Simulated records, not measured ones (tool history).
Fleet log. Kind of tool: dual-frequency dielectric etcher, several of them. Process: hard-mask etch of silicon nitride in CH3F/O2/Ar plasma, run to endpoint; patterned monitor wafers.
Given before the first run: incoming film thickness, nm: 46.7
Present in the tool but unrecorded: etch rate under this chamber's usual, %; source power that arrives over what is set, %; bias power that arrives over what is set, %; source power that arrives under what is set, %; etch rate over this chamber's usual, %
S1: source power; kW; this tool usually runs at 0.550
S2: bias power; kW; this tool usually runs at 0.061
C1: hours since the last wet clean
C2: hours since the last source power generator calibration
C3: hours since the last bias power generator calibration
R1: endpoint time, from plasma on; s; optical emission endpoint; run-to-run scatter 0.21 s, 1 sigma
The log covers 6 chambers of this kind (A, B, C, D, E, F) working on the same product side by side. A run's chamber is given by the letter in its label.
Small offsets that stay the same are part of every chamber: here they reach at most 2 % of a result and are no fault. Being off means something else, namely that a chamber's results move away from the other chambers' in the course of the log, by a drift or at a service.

run	hour	S1	S2	C1	C2	C3	R1
1E	5.7	0.550	0.061	87.3	860.2	2902.7	63.587
2C	11.3	0.550	0.061	229.7	3054.7	758.0	63.454
3A	16.6	0.550	0.061	167.7	1877.8	1934.5	63.619
4F	21.4	0.550	0.061	255.9	260.7	875.6	63.082
5B	26.5	0.550	0.061	317.8	1150.6	2902.4	62.668
6D	32.1	0.550	0.061	450.3	1128.1	3089.0	64.258
7D	36.4	0.550	0.061	454.6	1132.4	3093.3	64.214
8C	43.4	0.550	0.061	261.8	3086.8	790.1	63.841
9F	49.6	0.550	0.061	284.1	288.9	903.8	62.907
10E	57.0	0.550	0.061	138.6	911.5	2954.0	63.805
11B	61.5	0.550	0.061	352.8	1185.6	2937.4	62.816
12A	68.6	0.550	0.061	219.7	1929.8	1986.5	63.590
13E	73.9	0.550	0.061	155.5	928.4	2970.9	64.249
14C	77.8	0.550	0.061	296.2	3121.2	824.5	63.333
15F	84.4	0.550	0.061	318.9	323.7	938.6	62.810
16D	92.0	0.550	0.061	510.2	1188.0	3148.9	64.151
17B	97.7	0.420	0.061	389.0	1221.8	2973.6	69.373
18A	103.9	0.420	0.061	255.0	1965.1	2021.8	70.346
19B	111.2	0.420	0.061	402.5	1235.3	2987.1	69.683
# hour 117.3: chamber B: wet clean of the chamber
20A	118.9	0.420	0.061	270.0	1980.1	2036.8	70.706
21D	126.6	0.420	0.061	544.8	1222.6	3183.5	71.198
22E	130.7	0.420	0.061	212.3	985.2	3027.7	71.084
23C	134.8	0.550	0.061	353.2	3178.2	881.5	63.844
# hour 136.0: chamber C: wet clean of the chamber
24F	141.8	0.550	0.061	376.3	381.1	996.0	62.974
25C	149.6	0.550	0.061	13.6	3193.0	896.3	63.513
# hour 153.0: chamber D: wet clean of the chamber
26F	154.5	0.550	0.061	389.0	393.8	1008.7	62.913
27A	161.6	0.550	0.061	312.7	2022.8	2079.5	63.475
28D	167.4	0.550	0.061	14.4	1263.4	3224.3	63.953
29E	175.0	0.550	0.061	256.6	1029.5	3072.0	63.379
30B	178.8	0.550	0.061	61.6	1302.9	3054.7	64.823
# hour 183.1: chamber F: wet clean of the chamber
31B	186.5	0.550	0.061	69.3	1310.6	3062.4	64.903
32E	191.9	0.550	0.061	273.5	1046.4	3088.9	63.782
33C	196.8	0.550	0.061	60.8	3240.2	943.5	63.335
34A	201.8	0.550	0.061	352.9	2063.0	2119.7	63.913
35F	206.3	0.550	0.061	23.3	445.6	1060.5	63.041
36D	213.3	0.610	0.074	60.3	1309.3	3270.2	57.876
37C	218.6	0.610	0.074	82.6	3262.0	965.3	57.344
38A	222.3	0.610	0.074	373.4	2083.5	2140.2	56.895
39D	228.7	0.610	0.074	75.7	1324.7	3285.6	57.963
40B	232.9	0.610	0.074	115.7	1357.0	3108.8	58.208
41F	238.7	0.610	0.074	55.7	478.0	1092.9	57.005
42E	246.0	0.550	0.061	327.6	1100.5	3143.0	63.813

Decide between three cases: one chamber stands off from its peers, the gauge reading all wafers drifts, or nothing is wrong past each chamber's small offset. Where a chamber is off, say which and what most likely put it there.

Chamber B has stood off from the others ever since a service on it.
Most likely cause: etch rate under this chamber's usual, % = 3.52.

Which of the 4 candidates below, each the usual settings with something changed and its results left as question marks, puts chamber B back in line with what the other chambers give on the usual settings?
To be in line, a result may differ from the other chambers' mean on the usual settings by at most: R1 0.730 s
43B-1	251.9	0.550	0.069				?
43B-2	251.9	0.520	0.058				?
43B-3	251.9	0.530	0.060				?
43B-4	251.9	0.580	0.061				?

Mean of the other chambers on the usual settings: R1 63.627 s
run	R1
43B-1	62.322
43B-2	67.434
43B-3	66.203
43B-4	63.555
The answer is 43B-4, which returns the chamber to within the allowed miss of the others.
